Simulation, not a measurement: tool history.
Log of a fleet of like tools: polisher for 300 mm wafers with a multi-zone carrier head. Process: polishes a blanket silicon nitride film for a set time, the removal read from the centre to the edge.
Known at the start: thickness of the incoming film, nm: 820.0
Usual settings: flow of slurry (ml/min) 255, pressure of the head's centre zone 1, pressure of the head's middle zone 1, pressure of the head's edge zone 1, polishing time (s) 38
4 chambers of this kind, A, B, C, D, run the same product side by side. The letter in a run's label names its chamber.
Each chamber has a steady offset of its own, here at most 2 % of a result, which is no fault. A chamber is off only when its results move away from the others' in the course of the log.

run	hour	flow of slurry (ml/min)	pressure of the head's centre zone	pressure of the head's middle zone	pressure of the head's edge zone	polishing time (s)	film removed at the wafer's centre (angstrom)	film removed at mid-radius (angstrom)	film removed at the wafer's edge (angstrom)
1A	8.6	255	1	1	1	38	892.46	905.47	928.73
2C	14.1	255	1	1	1	38	903.18	909.24	902.19
3D	18.3	255	1	1	1	38	933.39	914.81	913.2
# hour 19: chamber B: worn pad replaced by a new one
# hour 19.7: chamber A: worn pad replaced by a new one
4B	23.7	255	1	1	1	38	904.89	894.28	900.82
5B	29.5	255	1	1	1	38	914.6	889.37	915.06
6A	34.9	255	1	1	1	38	897.21	911.65	946.28
7D	40.3	255	1	1	0.96	38	891.23	916.12	871.28
8C	45.6	255	1	1	0.96	38	902	893.43	894.86
# hour 50.6: chamber C: worn pad replaced by a new one
# hour 51.7: chamber D: worn pad replaced by a new one
9D	52	255	1	1	0.96	38	908.22	928.72	891.84
10A	57.8	255	1	1	0.96	38	895.39	906.88	887
11B	63.5	255	1	1	1	38	887.88	904.06	917.32
# hour 66.1: chamber B: slurry nozzle cleaned
12C	70.4	255	1	1	1	38	909.02	910.94	907.55
# hour 74: chamber A: worn pad replaced by a new one
# hour 74: chamber B: worn pad replaced by a new one
13C	77.2	255	1	1	1	38	915.57	888.34	901.3
14A	83.3	255	1	1	1	38	888.05	893.43	931.91
15D	88.3	255	1	1	1	38	914.22	894.18	910.05
16B	92.1	255	1	1	1	38	916.12	894.78	920.06
17D	100.6	255	1	1	1	38	914.97	914.81	910.93
# hour 105.2: chamber D: worn pad replaced by a new one
18C	105.2	255	1	1	1	38	908.1	886.89	912.5
19B	110	255	1	1	0.9	26	627.23	613.47	592.25
20A	114	255	1	1	0.9	26	618.44	639.69	604.53
21C	118.8	255	1	1	0.9	26	606.09	630.34	599.08
# hour 120: chamber A: worn pad replaced by a new one
# hour 120.4: chamber B: worn pad replaced by a new one
22D	127.5	255	1	1	0.9	26	617.61	629.38	596.43
23B	136.4	255	1	1	1	38	911.77	895.9	915.65
24A	141.5	255	1	1	1	30	724.14	733.73	743.89
# hour 145.4: chamber C: worn pad replaced by a new one
# hour 145.4: chamber A: centre zone pressure recalibrated
25D	149	255	1	1	1	30	711.54	706.69	716.46
# hour 153.8: chamber D: worn pad replaced by a new one
26B	155.8	255	1	1	1	30	716.14	709.01	718.45
27C	160	255	1	1	1	30	695.46	720.57	719.95
28A	166.9	255	1	1	1	38	1004.5	912.74	908.86
# hour 169.7: chamber B: worn pad replaced by a new one
29C	174	255	1	1	1	38	920.75	889.61	914.34
# hour 176.2: chamber A: worn pad replaced by a new one
30B	181.2	255	1	1	1	38	891.64	899.53	911.02
31D	190	255	1	1	1	38	897.76	894.03	887.02
32A	195.2	255	1	1	1	38	1012.8	935.11	909.84
33D	203.3	255	1	1	1	38	910.69	908.59	906.05
# hour 210: chamber D: worn pad replaced by a new one
34A	210.8	255	1	1	1	38	991.34	901.16	938.9
35B	218.7	255	1	0.93	1	38	889.97	828.6	884.71
# hour 221.6: chamber B: worn pad replaced by a new one
# hour 225.1: chamber A: worn pad replaced by a new one
36C	225.8	255	1	0.93	1	38	890.02	840.77	894.19
# hour 227.3: chamber C: worn pad replaced by a new one
37B	230	255	1	0.93	1	38	919.91	832.81	924.35
38C	238.4	255	1	0.93	1	38	895.34	832.29	905.22
# hour 240.2: chamber D: edge zone pressure recalibrated
39A	246	255	1	1	1	38	1012.7	916.69	894.51
40D	252.1	255	1	1	1	38	898	893.88	903.06
41B	260.3	255	0.95	1	1	38	870.31	889.21	907.3

Next, every chamber runs the same settings. What will each give?
42A	266.7	255	1	1	1	38	?	?	?
42B	266.7	255	1	1	1	38	?	?	?
42C	266.7	255	1	1	1	38	?	?	?
42D	266.7	255	1	1	1	38	?	?	?

run	film removed at the wafer's centre (angstrom)	film removed at mid-radius (angstrom)	film removed at the wafer's edge (angstrom)
42A	986.36	916.28	926.12
42B	893.52	903.48	906.3
42C	897.37	919.07	899.52
42D	909.36	909.2	924.45
